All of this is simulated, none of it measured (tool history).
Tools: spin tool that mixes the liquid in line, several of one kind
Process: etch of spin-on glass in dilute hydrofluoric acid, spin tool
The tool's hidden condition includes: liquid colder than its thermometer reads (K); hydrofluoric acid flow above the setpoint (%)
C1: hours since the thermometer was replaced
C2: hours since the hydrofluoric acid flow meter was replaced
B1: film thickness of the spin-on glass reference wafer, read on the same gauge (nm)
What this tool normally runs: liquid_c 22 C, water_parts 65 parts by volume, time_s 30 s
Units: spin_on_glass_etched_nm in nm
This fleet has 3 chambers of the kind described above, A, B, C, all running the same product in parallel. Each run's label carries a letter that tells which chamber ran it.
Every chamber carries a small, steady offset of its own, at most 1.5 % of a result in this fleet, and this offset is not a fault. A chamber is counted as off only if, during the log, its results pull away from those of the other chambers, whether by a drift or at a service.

run 1A hour=3.9 | liquid_c=22 water_parts=65 time_s=30 | C1=1339.3 C2=384.3 | B1=30.017 | spin_on_glass_etched_nm=25.901
run 2B hour=6.3 | liquid_c=22 water_parts=65 time_s=30 | C1=192.5 C2=417.5 | B1=29.974 | spin_on_glass_etched_nm=25.522
run 3C hour=8.2 | liquid_c=22 water_parts=65 time_s=30 | C1=1339.8 C2=234.6 | B1=29.978 | spin_on_glass_etched_nm=25.29
run 4B hour=11.8 | liquid_c=22 water_parts=65 time_s=30 | C1=198 C2=423 | B1=29.972 | spin_on_glass_etched_nm=25.753
run 5A hour=13.8 | liquid_c=22 water_parts=65 time_s=30 | C1=1349.2 C2=394.2 | B1=29.972 | spin_on_glass_etched_nm=25.899
run 6C hour=17.1 | liquid_c=22 water_parts=65 time_s=30 | C1=1348.7 C2=243.5 | B1=30.02 | spin_on_glass_etched_nm=25.73
run 7C hour=19.9 | liquid_c=22 water_parts=65 time_s=30 | C1=1351.5 C2=246.3 | B1=30.012 | spin_on_glass_etched_nm=25.576
run 8B hour=22.4 | liquid_c=22 water_parts=65 time_s=30 | C1=208.6 C2=433.6 | B1=29.98 | spin_on_glass_etched_nm=25.452
run 9A hour=26.9 | liquid_c=22 water_parts=65 time_s=30 | C1=1362.3 C2=407.3 | B1=29.983 | spin_on_glass_etched_nm=26.129
run 10A hour=30.4 | liquid_c=22 water_parts=65 time_s=30 | C1=1365.8 C2=410.8 | B1=30.034 | spin_on_glass_etched_nm=25.775
run 11B hour=33.2 | liquid_c=22 water_parts=75 time_s=20 | C1=219.4 C2=444.4 | B1=29.969 | spin_on_glass_etched_nm=14.806
run 12C hour=36.6 | liquid_c=22 water_parts=75 time_s=20 | C1=1368.2 C2=263 | B1=30.004 | spin_on_glass_etched_nm=14.508
run 13A hour=40.7 | liquid_c=22 water_parts=75 time_s=20 | C1=1376.1 C2=421.1 | B1=29.993 | spin_on_glass_etched_nm=14.722
run 14B hour=43.6 | liquid_c=25 water_parts=65 time_s=30 | C1=229.8 C2=454.8 | B1=30.027 | spin_on_glass_etched_nm=29.109
run 15C hour=47.1 | liquid_c=25 water_parts=65 time_s=30 | C1=1378.7 C2=273.5 | B1=29.955 | spin_on_glass_etched_nm=29.238
run 16A hour=50.5 | liquid_c=25 water_parts=65 time_s=30 | C1=1385.9 C2=430.9 | B1=29.961 | spin_on_glass_etched_nm=28.788
run 17B hour=53.7 | liquid_c=22 water_parts=65 time_s=30 | C1=239.9 C2=464.9 | B1=30.013 | spin_on_glass_etched_nm=25.739
run 18C hour=56.5 | liquid_c=22 water_parts=65 time_s=30 | C1=1388.1 C2=282.9 | B1=29.984 | spin_on_glass_etched_nm=25.74
run 19B hour=60 | liquid_c=22 water_parts=65 time_s=30 | C1=246.2 C2=471.2 | B1=30.021 | spin_on_glass_etched_nm=25.755
run 20A hour=63.6 | liquid_c=22 water_parts=65 time_s=30 | C1=1399 C2=444 | B1=30.026 | spin_on_glass_etched_nm=24.918
run 21C hour=66.9 | liquid_c=22 water_parts=65 time_s=30 | C1=1398.5 C2=293.3 | B1=30.031 | spin_on_glass_etched_nm=26.043
run 22B hour=69.3 | liquid_c=22 water_parts=65 time_s=30 | C1=255.5 C2=480.5 | B1=30.016 | spin_on_glass_etched_nm=25.646
run 23A hour=72.7 | liquid_c=22 water_parts=65 time_s=30 | C1=1408.1 C2=453.1 | B1=30.064 | spin_on_glass_etched_nm=24.606
run 24C hour=76.9 | liquid_c=22 water_parts=65 time_s=30 | C1=1408.5 C2=303.3 | B1=30.032 | spin_on_glass_etched_nm=25.458
run 25A hour=79.6 | liquid_c=22 water_parts=65 time_s=30 | C1=1415 C2=460 | B1=30.037 | spin_on_glass_etched_nm=24.693
run 26B hour=82.6 | liquid_c=22 water_parts=65 time_s=30 | C1=268.8 C2=493.8 | B1=30.006 | spin_on_glass_etched_nm=25.934
run 27C hour=86 | liquid_c=22 water_parts=65 time_s=30 | C1=1417.6 C2=312.4 | B1=29.979 | spin_on_glass_etched_nm=26.431
run 28B hour=88.6 | liquid_c=22 water_parts=65 time_s=30 | C1=274.8 C2=499.8 | B1=29.962 | spin_on_glass_etched_nm=25.159
run 29A hour=92.3 | liquid_c=22 water_parts=65 time_s=30 | C1=1427.7 C2=472.7 | B1=30.01 | spin_on_glass_etched_nm=24.293
run 30C hour=94.9 | liquid_c=22 water_parts=65 time_s=30 | C1=1426.5 C2=321.3 | B1=30.016 | spin_on_glass_etched_nm=25.678
run 31A hour=97.9 | liquid_c=22 water_parts=95 time_s=15 | C1=1433.3 C2=478.3 | B1=29.959 | spin_on_glass_etched_nm=7.8777
run 32C hour=101.9 | liquid_c=22 water_parts=95 time_s=15 | C1=1433.5 C2=328.3 | B1=29.983 | spin_on_glass_etched_nm=8.6457
run 33B hour=104.4 | liquid_c=22 water_parts=95 time_s=15 | C1=290.6 C2=515.6 | B1=30 | spin_on_glass_etched_nm=8.4785
run 34A hour=108.2 | liquid_c=22 water_parts=65 time_s=30 | C1=1443.6 C2=488.6 | B1=30.021 | spin_on_glass_etched_nm=23.832
run 35C hour=111.4 | liquid_c=22 water_parts=85 time_s=30 | C1=1443 C2=337.8 | B1=30.019 | spin_on_glass_etched_nm=19.521
run 36B hour=114.6 | liquid_c=22 water_parts=85 time_s=30 | C1=300.8 C2=525.8 | B1=30.044 | spin_on_glass_etched_nm=19.107

One chamber off, gauge drift, or nothing amiss beyond the chambers' own small offsets? If it is a chamber, which one, and what is the likeliest cause?

Chamber A drifts away from the others.
Most likely cause: liquid colder than its thermometer reads (K) = 2.25.
The log may not separate it from: hydrofluoric acid flow below the setpoint (%).

Chamber A could run next with any of the 4 candidate recipes listed below; each alters the usual settings, and their results appear as question marks. Which one brings its results back in line with what the other chambers deliver on the usual settings?
A result is in line if it is within this distance of the other chambers' mean on the usual settings: spin_on_glass_etched_nm 0.9 nm
run 37A-1 hour=117.8 | liquid_c=19.5 water_parts=65 time_s=30 | spin_on_glass_etched_nm=?
run 37A-2 hour=117.8 | liquid_c=22 water_parts=60 time_s=30 | spin_on_glass_etched_nm=?
run 37A-3 hour=117.8 | liquid_c=21 water_parts=75 time_s=30 | spin_on_glass_etched_nm=?
run 37A-4 hour=117.8 | liquid_c=22.5 water_parts=55 time_s=30 | spin_on_glass_etched_nm=?

Usual-settings mean across the other chambers: spin_on_glass_etched_nm 25.782 nm
run=37A-1 spin_on_glass_etched_nm=21.043
run=37A-2 spin_on_glass_etched_nm=25.512
run=37A-3 spin_on_glass_etched_nm=19.284
run=37A-4 spin_on_glass_etched_nm=28.565
37A-2 is the one that brings the chamber's results back in line with the other chambers.

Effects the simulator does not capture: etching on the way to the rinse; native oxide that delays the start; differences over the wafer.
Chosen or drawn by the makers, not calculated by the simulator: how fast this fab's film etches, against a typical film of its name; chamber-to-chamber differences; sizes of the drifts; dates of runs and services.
